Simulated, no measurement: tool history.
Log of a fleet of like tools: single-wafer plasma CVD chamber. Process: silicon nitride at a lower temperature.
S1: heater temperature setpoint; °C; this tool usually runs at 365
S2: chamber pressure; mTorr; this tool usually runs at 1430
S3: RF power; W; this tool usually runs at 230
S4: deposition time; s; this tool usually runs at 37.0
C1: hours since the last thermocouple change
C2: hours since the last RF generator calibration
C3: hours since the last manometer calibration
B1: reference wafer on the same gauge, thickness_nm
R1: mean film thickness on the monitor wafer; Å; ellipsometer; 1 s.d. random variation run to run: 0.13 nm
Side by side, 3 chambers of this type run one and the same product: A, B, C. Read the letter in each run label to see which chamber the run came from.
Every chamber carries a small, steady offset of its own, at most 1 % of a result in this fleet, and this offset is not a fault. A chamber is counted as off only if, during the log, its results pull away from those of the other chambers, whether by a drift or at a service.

run,hour,S1,S2,S3,S4,C1,C2,C3,B1,R1
1B,5.9,365,1430,230,37.0,331.5,1450.4,2285.0,38.165,347.58
2C,9.1,365,1430,230,37.0,172.7,977.7,693.4,38.164,349.22
3A,15.5,365,1430,230,37.0,142.8,1338.6,559.0,38.217,343.84
4A,18.7,365,1430,230,37.0,146.0,1341.8,562.2,38.219,343.12
5C,21.9,365,1430,230,37.0,185.5,990.5,706.2,38.204,351.58
6B,25.6,365,1430,230,44.0,351.2,1470.1,2304.7,38.241,412.28
7C,32.4,365,1430,230,44.0,196.0,1001.0,716.7,38.196,415.54
8B,37.5,365,1430,230,44.0,363.1,1482.0,2316.6,38.200,412.86
9A,41.5,365,1770,230,34.8,168.8,1364.6,585.0,38.190,344.86
10A,45.8,365,1770,230,34.8,173.1,1368.9,589.3,38.173,345.61
11B,51.9,365,1770,230,34.8,377.5,1496.4,2331.0,38.225,347.30
12C,55.2,365,1430,230,37.0,218.8,1023.8,739.5,38.206,349.14
13C,58.4,365,1430,230,37.0,222.0,1027.0,742.7,38.194,349.38
14B,64.7,365,1430,230,37.0,390.3,1509.2,2343.8,38.173,344.74
15A,70.6,365,1300,230,37.0,197.9,1393.7,614.1,38.235,335.42
16C,77.5,365,1300,230,37.0,241.1,1046.1,761.8,38.202,336.69
17A,84.4,365,1300,230,37.0,211.7,1407.5,627.9,38.216,338.00
18B,90.1,365,1430,230,37.0,415.7,1534.6,2369.2,38.230,345.97
19C,93.3,365,1430,230,37.0,256.9,1061.9,777.6,38.205,343.98
20A,98.7,365,1430,230,37.0,226.0,1421.8,642.2,38.214,341.92
21B,102.6,365,1430,230,37.0,428.2,1547.1,2381.7,38.224,346.12
22C,109.7,365,1430,200,37.0,273.3,1078.3,794.0,38.215,308.58
23B,114.2,365,1430,200,37.0,439.8,1558.7,2393.3,38.253,310.89
24A,117.9,365,1430,200,37.0,245.2,1441.0,661.4,38.210,308.84
25B,122.0,365,1430,230,37.0,447.6,1566.5,2401.1,38.188,344.42
26A,126.5,365,1260,245,37.0,253.8,1449.6,670.0,38.210,348.22
27C,131.2,365,1260,245,37.0,294.8,1099.8,815.5,38.172,342.13
28B,137.2,365,1260,245,37.0,462.8,1581.7,2416.3,38.222,347.47
29A,142.0,365,1430,255,40.1,269.3,1465.1,685.5,38.172,403.92
30C,145.6,365,1430,255,40.1,309.2,1114.2,829.9,38.200,391.76
31B,152.7,365,1430,255,40.1,478.3,1597.2,2431.8,38.182,406.13
32C,157.7,365,1430,230,37.0,321.3,1126.3,842.0,38.224,337.10
33A,162.2,365,1430,230,37.0,289.5,1485.3,705.7,38.205,345.94
34B,166.8,365,1430,230,37.0,492.4,1611.3,2445.9,38.212,347.10
35A,171.9,365,1430,230,37.0,299.2,1495.0,715.4,38.212,344.42
36C,177.0,365,1430,230,37.0,340.6,1145.6,861.3,38.189,335.30
37B,180.2,365,1120,230,37.0,505.8,1624.7,2459.3,38.215,318.82

Each of the 3 chambers runs these same settings next. Fill in every chamber's results:
38A,185.3,365,1590,230,37.0,,,,,?
38B,185.3,365,1590,230,37.0,,,,,?
38C,185.3,365,1590,230,37.0,,,,,?

run,R1
38A,355.04
38B,356.02
38C,343.82
